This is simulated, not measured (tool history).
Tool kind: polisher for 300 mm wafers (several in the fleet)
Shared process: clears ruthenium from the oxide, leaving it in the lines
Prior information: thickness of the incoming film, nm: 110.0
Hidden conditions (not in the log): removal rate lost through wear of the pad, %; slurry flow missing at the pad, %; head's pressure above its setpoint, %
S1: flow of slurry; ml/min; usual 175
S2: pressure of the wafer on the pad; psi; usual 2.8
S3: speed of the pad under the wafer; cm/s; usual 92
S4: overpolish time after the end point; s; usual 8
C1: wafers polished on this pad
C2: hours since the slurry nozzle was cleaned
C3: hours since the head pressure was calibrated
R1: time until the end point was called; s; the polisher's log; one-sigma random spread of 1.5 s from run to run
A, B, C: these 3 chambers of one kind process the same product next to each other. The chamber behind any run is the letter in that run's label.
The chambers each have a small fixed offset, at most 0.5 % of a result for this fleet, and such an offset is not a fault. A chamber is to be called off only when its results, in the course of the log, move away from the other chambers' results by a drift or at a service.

run,day,S1,S2,S3,S4,C1,C2,C3,R1
# day 0.154: chamber C: head pressure recalibrated
1B,0.175,175,2.8,92,8,1053,149.9,12.2,90.992
2C,0.338,175,2.8,92,8,527,107.8,4.4,92.519
3A,0.558,175,2.8,92,8,934,708,900.8,93.915
# day 0.583: chamber B: worn pad replaced by a new one
4A,0.675,175,2.8,92,8,957,710.8,903.6,91.824
5C,0.783,175,2.8,92,8,615,118.5,15.1,92.957
6B,0.95,175,2.8,92,8,72,168.5,30.8,92.516
7A,1.079,175,2.8,92,8,1036,720.5,913.3,92.928
8C,1.183,175,2.8,92,8,693,128.1,24.7,91.331
9B,1.383,175,2.8,92,8,157,178.9,41.2,94.121
10B,1.517,175,2.8,92,8,184,182.1,44.4,89.812
11A,1.675,175,2.8,92,8,1153,734.8,927.6,94.873
12C,1.904,175,2.8,92,8,835,145.4,42,91.665
# day 2.05: chamber C: worn pad replaced by a new one
13C,2.058,175,2.8,92,8,2,149.1,45.7,93.823
14B,2.25,175,2.8,92,8,328,199.7,62,94.366
15A,2.388,175,2.8,92,8,1293,751.9,944.7,93.038
16B,2.533,175,2.8,92,12,384,206.5,68.8,94.253
# day 2.588: chamber A: worn pad replaced by a new one
17A,2.692,175,2.8,92,12,20,759.2,952,91.983
18C,2.85,175,2.8,92,12,158,168.1,64.7,90.394
19C,3.088,175,2.8,92,8,204,173.8,70.4,91.513
20A,3.229,175,2.3,92,8,126,772.1,964.9,111.74
21B,3.338,175,2.3,92,8,542,225.8,88.1,111.71

Has any chamber moved away from the others, gradually or after a service, or does the common gauge drift, or do the chambers differ only by their own small steady offsets? State the chamber and the most likely cause if one applies.

The fleet is healthy, with each chamber sitting at its usual small offset and no drift in the gauge.
